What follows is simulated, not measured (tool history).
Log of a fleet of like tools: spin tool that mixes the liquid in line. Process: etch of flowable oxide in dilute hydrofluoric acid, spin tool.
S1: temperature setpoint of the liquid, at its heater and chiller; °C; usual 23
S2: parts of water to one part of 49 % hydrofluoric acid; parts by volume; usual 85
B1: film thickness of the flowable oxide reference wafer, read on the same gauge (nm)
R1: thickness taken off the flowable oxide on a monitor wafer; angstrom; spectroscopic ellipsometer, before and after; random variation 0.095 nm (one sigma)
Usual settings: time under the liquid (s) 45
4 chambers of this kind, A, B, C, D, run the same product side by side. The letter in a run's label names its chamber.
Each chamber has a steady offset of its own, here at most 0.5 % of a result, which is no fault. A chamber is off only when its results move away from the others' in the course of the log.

run 1C hour=2.5 | S1=23 S2=85 time_under_the_liquid_(s)=45 | B1=30.004 | R1=154.21
run 2B hour=5.1 | S1=23 S2=85 time_under_the_liquid_(s)=45 | B1=30.009 | R1=155.88
run 3A hour=10.4 | S1=23 S2=85 time_under_the_liquid_(s)=45 | B1=30.006 | R1=155.36
run 4D hour=14.2 | S1=23 S2=85 time_under_the_liquid_(s)=45 | B1=30.019 | R1=157.97
run 5A hour=17.6 | S1=23 S2=85 time_under_the_liquid_(s)=45 | B1=29.982 | R1=155.92
run 6C hour=20.3 | S1=23 S2=85 time_under_the_liquid_(s)=45 | B1=29.999 | R1=155.59
run 7D hour=23.4 | S1=23 S2=60 time_under_the_liquid_(s)=60 | B1=29.993 | R1=304.02
run 8B hour=26.4 | S1=23 S2=60 time_under_the_liquid_(s)=60 | B1=29.977 | R1=300.53
run 9C hour=29.3 | S1=23 S2=60 time_under_the_liquid_(s)=60 | B1=29.992 | R1=297.83
run 10B hour=32.5 | S1=23 S2=60 time_under_the_liquid_(s)=60 | B1=29.992 | R1=300.10
run 11D hour=36.5 | S1=23 S2=50 time_under_the_liquid_(s)=35 | B1=30.018 | R1=215.53
run 12A hour=41.4 | S1=23 S2=50 time_under_the_liquid_(s)=35 | B1=30.004 | R1=209.98
run 13A hour=47.2 | S1=23 S2=50 time_under_the_liquid_(s)=35 | B1=29.992 | R1=212.43
run 14B hour=52.4 | S1=23 S2=50 time_under_the_liquid_(s)=35 | B1=30.012 | R1=211.58
run 15C hour=57.0 | S1=23 S2=85 time_under_the_liquid_(s)=45 | B1=30.007 | R1=155.63
run 16D hour=62.1 | S1=23 S2=85 time_under_the_liquid_(s)=45 | B1=29.984 | R1=156.48
run 17D hour=67.9 | S1=23 S2=85 time_under_the_liquid_(s)=45 | B1=29.974 | R1=156.34
run 18A hour=73.6 | S1=23 S2=85 time_under_the_liquid_(s)=45 | B1=30.025 | R1=152.12
run 19B hour=77.2 | S1=23 S2=55 time_under_the_liquid_(s)=45 | B1=29.985 | R1=243.38
run 20C hour=80.4 | S1=23 S2=55 time_under_the_liquid_(s)=45 | B1=29.966 | R1=245.10
run 21D hour=85.7 | S1=23 S2=55 time_under_the_liquid_(s)=45 | B1=30.009 | R1=251.49
run 22A hour=88.5 | S1=23 S2=55 time_under_the_liquid_(s)=45 | B1=30.020 | R1=239.72
run 23B hour=93.3 | S1=23 S2=85 time_under_the_liquid_(s)=45 | B1=29.984 | R1=155.80
run 24C hour=97.8 | S1=23 S2=85 time_under_the_liquid_(s)=45 | B1=30.008 | R1=154.19
run 25D hour=103.2 | S1=23 S2=85 time_under_the_liquid_(s)=45 | B1=30.004 | R1=156.71
run 26C hour=107.9 | S1=23 S2=85 time_under_the_liquid_(s)=45 | B1=30.020 | R1=155.09
run 27B hour=112.2 | S1=23 S2=85 time_under_the_liquid_(s)=45 | B1=30.024 | R1=156.75
run 28A hour=116.5 | S1=23 S2=85 time_under_the_liquid_(s)=45 | B1=29.990 | R1=147.32
run 29D hour=121.9 | S1=23 S2=85 time_under_the_liquid_(s)=45 | B1=30.044 | R1=157.60
run 30B hour=124.9 | S1=23 S2=85 time_under_the_liquid_(s)=45 | B1=29.989 | R1=154.47
run 31A hour=129.0 | S1=23 S2=85 time_under_the_liquid_(s)=45 | B1=30.011 | R1=149.26
run 32C hour=134.3 | S1=23 S2=85 time_under_the_liquid_(s)=45 | B1=29.975 | R1=155.08
run 33C hour=138.0 | S1=23 S2=85 time_under_the_liquid_(s)=45 | B1=29.979 | R1=155.35
run 34A hour=141.6 | S1=23 S2=85 time_under_the_liquid_(s)=45 | B1=30.015 | R1=148.27
run 35D hour=146.8 | S1=23 S2=85 time_under_the_liquid_(s)=45 | B1=29.995 | R1=156.29
run 36B hour=150.7 | S1=23 S2=85 time_under_the_liquid_(s)=45 | B1=30.013 | R1=154.53
run 37B hour=153.5 | S1=23 S2=85 time_under_the_liquid_(s)=45 | B1=29.983 | R1=155.37
run 38A hour=156.9 | S1=23 S2=85 time_under_the_liquid_(s)=45 | B1=30.005 | R1=146.69
run 39D hour=162.7 | S1=23 S2=85 time_under_the_liquid_(s)=45 | B1=30.027 | R1=156.78
run 40C hour=165.5 | S1=23 S2=85 time_under_the_liquid_(s)=45 | B1=29.979 | R1=155.39

All 4 chambers run these settings next. Forecast each chamber's results:
run 41A hour=169.7 | S1=23 S2=85 time_under_the_liquid_(s)=45 | R1=?
run 41B hour=169.7 | S1=23 S2=85 time_under_the_liquid_(s)=45 | R1=?
run 41C hour=169.7 | S1=23 S2=85 time_under_the_liquid_(s)=45 | R1=?
run 41D hour=169.7 | S1=23 S2=85 time_under_the_liquid_(s)=45 | R1=?

run=41A R1=145.05
run=41B R1=155.32
run=41C R1=155.37
run=41D R1=156.61
